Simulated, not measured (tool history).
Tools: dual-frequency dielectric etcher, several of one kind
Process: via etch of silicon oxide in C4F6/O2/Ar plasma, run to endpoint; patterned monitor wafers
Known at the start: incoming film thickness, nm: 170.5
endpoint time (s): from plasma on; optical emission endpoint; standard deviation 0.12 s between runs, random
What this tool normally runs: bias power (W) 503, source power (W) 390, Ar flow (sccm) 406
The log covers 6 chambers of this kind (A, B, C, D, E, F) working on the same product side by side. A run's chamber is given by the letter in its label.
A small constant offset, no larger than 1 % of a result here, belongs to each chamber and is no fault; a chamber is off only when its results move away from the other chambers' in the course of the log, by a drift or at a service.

Run 1E, hour 12.1: usual settings. Result: endpoint time (s) 38.917.
Run 2D, hour 26.5: usual settings. Result: endpoint time (s) 38.954.
Run 3F, hour 41.8: usual settings. Result: endpoint time (s) 39.066.
Run 4A, hour 55.5: usual settings. Result: endpoint time (s) 39.374.
Run 5C, hour 63.1: usual settings. Result: endpoint time (s) 39.147.
Run 6B, hour 76.9: usual settings. Result: endpoint time (s) 38.875.
At hour 88.8: chamber B: Ar flow controller replaced.
Run 7F, hour 89.5: usual settings. Result: endpoint time (s) 39.399.
Run 8D, hour 98.8: usual settings. Result: endpoint time (s) 38.987.
Run 9E, hour 112.8: usual settings. Result: endpoint time (s) 39.126.
Run 10B, hour 120.1: usual settings. Result: endpoint time (s) 38.982.
At hour 123.1: chamber B: wet clean of the chamber.
Run 11C, hour 126.9: usual settings. Result: endpoint time (s) 39.316.
Run 12A, hour 135.1: usual settings. Result: endpoint time (s) 39.495.
Run 13A, hour 143.1: usual settings. Result: endpoint time (s) 39.367.
Run 14F, hour 155.3: usual settings but Ar flow (sccm) 488. Result: endpoint time (s) 40.359.
Run 15B, hour 170.5: usual settings but Ar flow (sccm) 488. Result: endpoint time (s) 39.825.
Run 16E, hour 178.7: usual settings but Ar flow (sccm) 488. Result: endpoint time (s) 39.717.
Run 17C, hour 190.7: usual settings but Ar flow (sccm) 488. Result: endpoint time (s) 40.16.
Run 18D, hour 206: usual settings but Ar flow (sccm) 488. Result: endpoint time (s) 39.752.
Run 19F, hour 217.2: usual settings but Ar flow (sccm) 488. Result: endpoint time (s) 40.644.
At hour 217.4: chamber C: wet clean of the chamber.
Run 20B, hour 231.6: usual settings. Result: endpoint time (s) 38.844.
Run 21E, hour 240: usual settings. Result: endpoint time (s) 39.031.
Run 22D, hour 254.3: usual settings. Result: endpoint time (s) 38.916.
Run 23A, hour 269.4: usual settings. Result: endpoint time (s) 39.412.
Run 24C, hour 280.8: usual settings. Result: endpoint time (s) 39.161.
Run 25C, hour 289.6: usual settings. Result: endpoint time (s) 39.221.
At hour 295.3: chamber C: Ar flow controller replaced.
Run 26D, hour 299.4: usual settings. Result: endpoint time (s) 38.871.
Run 27F, hour 309.7: usual settings but bias power (W) 406, source power (W) 430. Result: endpoint time (s) 42.069.
Run 28A, hour 323.5: usual settings but bias power (W) 406, source power (W) 430. Result: endpoint time (s) 40.981.
At hour 334.4: chamber E: wet clean of the chamber.
Run 29B, hour 338.8: usual settings but bias power (W) 406, source power (W) 430. Result: endpoint time (s) 40.48.
Run 30E, hour 352.9: usual settings but bias power (W) 406, source power (W) 430. Result: endpoint time (s) 40.641.
Run 31A, hour 367.5: usual settings but bias power (W) 406, source power (W) 430. Result: endpoint time (s) 41.11.
Run 32F, hour 377.1: usual settings but bias power (W) 406, source power (W) 430. Result: endpoint time (s) 42.3.
Run 33B, hour 390.6: usual settings but source power (W) 290, Ar flow (sccm) 370. Result: endpoint time (s) 43.02.
Run 34E, hour 401: usual settings but source power (W) 290, Ar flow (sccm) 370. Result: endpoint time (s) 42.718.
Run 35D, hour 412: usual settings but source power (W) 290, Ar flow (sccm) 370. Result: endpoint time (s) 42.699.
Run 36C, hour 422.9: usual settings but source power (W) 290, Ar flow (sccm) 370. Result: endpoint time (s) 43.4.
Run 37D, hour 437.8: usual settings but source power (W) 290, Ar flow (sccm) 370. Result: endpoint time (s) 42.925.
Run 38B, hour 447.4: usual settings but source power (W) 290, Ar flow (sccm) 370. Result: endpoint time (s) 43.068.

All chambers now run identical settings, listed one chamber a line with results as question marks. What results will each chamber show?
Run 39A, hour 458.6: usual settings but source power (W) 490. Result: endpoint time (s) ?.
Run 39B, hour 458.6: usual settings but source power (W) 490. Result: endpoint time (s) ?.
Run 39C, hour 458.6: usual settings but source power (W) 490. Result: endpoint time (s) ?.
Run 39D, hour 458.6: usual settings but source power (W) 490. Result: endpoint time (s) ?.
Run 39E, hour 458.6: usual settings but source power (W) 490. Result: endpoint time (s) ?.
Run 39F, hour 458.6: usual settings but source power (W) 490. Result: endpoint time (s) ?.

run  endpoint time (s)
39A             36.292
39B             35.651
39C             36.075
39D              35.72
39E             35.812
39F             37.619
